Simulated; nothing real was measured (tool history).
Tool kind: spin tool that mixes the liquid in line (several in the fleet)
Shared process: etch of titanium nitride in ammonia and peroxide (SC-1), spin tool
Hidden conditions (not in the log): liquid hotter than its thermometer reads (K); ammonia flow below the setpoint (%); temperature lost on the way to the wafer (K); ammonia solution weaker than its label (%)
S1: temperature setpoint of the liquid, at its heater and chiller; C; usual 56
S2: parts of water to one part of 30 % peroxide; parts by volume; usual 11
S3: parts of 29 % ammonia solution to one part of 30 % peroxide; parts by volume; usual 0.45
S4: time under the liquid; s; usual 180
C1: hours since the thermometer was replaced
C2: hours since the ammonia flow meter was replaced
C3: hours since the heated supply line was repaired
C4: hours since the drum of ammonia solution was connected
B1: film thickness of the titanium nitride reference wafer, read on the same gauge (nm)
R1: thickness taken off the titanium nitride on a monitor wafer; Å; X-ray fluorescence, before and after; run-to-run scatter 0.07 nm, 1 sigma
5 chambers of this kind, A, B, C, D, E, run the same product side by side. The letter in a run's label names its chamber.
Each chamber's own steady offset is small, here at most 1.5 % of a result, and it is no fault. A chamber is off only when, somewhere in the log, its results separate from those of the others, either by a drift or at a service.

run,hour,S1,S2,S3,S4,C1,C2,C3,C4,B1,R1
1C,10.6,56,11,0.45,180,876.5,984.1,943.8,108.9,80.029,137.10
# hour 16.4: chamber D: new drum of ammonia solution connected
2A,22.9,56,11,0.45,180,1276.0,441.0,1422.1,106.3,80.023,135.99
3D,34.4,56,11,0.45,180,840.6,1720.0,2461.2,18.0,80.014,138.51
4E,45.9,56,11,0.45,180,800.2,297.6,3454.8,343.7,79.982,138.08
5B,56.5,56,11,0.45,260,275.7,511.4,750.4,383.2,80.003,197.93
6C,64.3,56,11,0.45,260,930.2,1037.8,997.5,162.6,80.024,199.82
# hour 68.4: chamber B: ammonia flow meter replaced
7B,76.4,56,11,0.45,260,295.6,8.0,770.3,403.1,79.978,197.18
8D,88.9,56,11,0.45,260,895.1,1774.5,2515.7,72.5,80.018,201.05
9E,95.5,56,11,0.45,260,849.8,347.2,3504.4,393.3,79.984,200.48
10A,105.3,56,11,0.45,180,1358.4,523.4,1504.5,188.7,80.008,136.80
11B,112.5,56,11,0.45,180,331.7,44.1,806.4,439.2,80.001,136.57
12E,122.9,56,11,0.45,180,877.2,374.6,3531.8,420.7,79.978,137.94
13A,135.2,56,11,0.45,180,1388.3,553.3,1534.4,218.6,80.014,135.61
14D,141.2,56,11,0.45,180,947.4,1826.8,2568.0,124.8,80.006,138.80
15C,148.1,56,11,0.45,180,1014.0,1121.6,1081.3,246.4,80.000,137.68
16C,157.0,56,11,0.45,180,1022.9,1130.5,1090.2,255.3,79.998,137.95
# hour 163.8: chamber D: ammonia flow meter replaced
17D,168.9,56,11,0.45,180,975.1,5.1,2595.7,152.5,79.998,137.78
# hour 173.1: chamber E: new drum of ammonia solution connected
18B,178.9,56,11,0.45,180,398.1,110.5,872.8,505.6,79.979,136.90
# hour 184.8: chamber E: heated supply line repaired
19A,187.7,56,11,0.45,180,1440.8,605.8,1586.9,271.1,79.990,135.47
20E,200.0,56,11,0.45,180,954.3,451.7,15.3,27.0,79.992,138.56
21D,208.0,56,11,0.45,180,1014.2,44.2,2634.8,191.6,79.972,137.77
22A,219.3,56,11,0.45,180,1472.4,637.4,1618.5,302.7,80.038,136.34
23B,232.1,56,11,0.45,180,451.3,163.7,926.0,558.8,79.999,136.57
24E,241.2,56,11,0.45,180,995.5,492.9,56.5,68.2,79.999,138.82
25C,247.4,56,11,0.45,180,1113.3,1220.9,1180.6,345.7,79.984,137.68
26E,259.9,56,11,0.45,180,1014.2,511.6,75.2,86.9,80.009,137.65
27A,271.0,56,11,0.45,180,1524.1,689.1,1670.2,354.4,79.976,136.13
# hour 274.7: chamber A: new drum of ammonia solution connected
28D,280.2,56,11,0.45,180,1086.4,116.4,2707.0,263.8,80.034,138.51
# hour 284.6: chamber A: thermometer replaced
29C,293.4,56,11,0.45,180,1159.3,1266.9,1226.6,391.7,79.998,137.73
# hour 304.9: chamber A: heated supply line repaired
30B,305.1,56,11,0.45,180,524.3,236.7,999.0,631.8,80.030,137.69
31A,316.2,56,11,0.45,180,31.6,734.3,11.3,41.6,79.981,136.15
32C,328.8,56,11,0.45,180,1194.7,1302.3,1262.0,427.1,79.990,137.53

Predict what each chamber gives when all 5 of them run the settings below next.
33A,338.4,56,11,0.45,180,,,,,,?
33B,338.4,56,11,0.45,180,,,,,,?
33C,338.4,56,11,0.45,180,,,,,,?
33D,338.4,56,11,0.45,180,,,,,,?
33E,338.4,56,11,0.45,180,,,,,,?

run,R1
33A,135.76
33B,137.76
33C,137.76
33D,138.25
33E,139.38
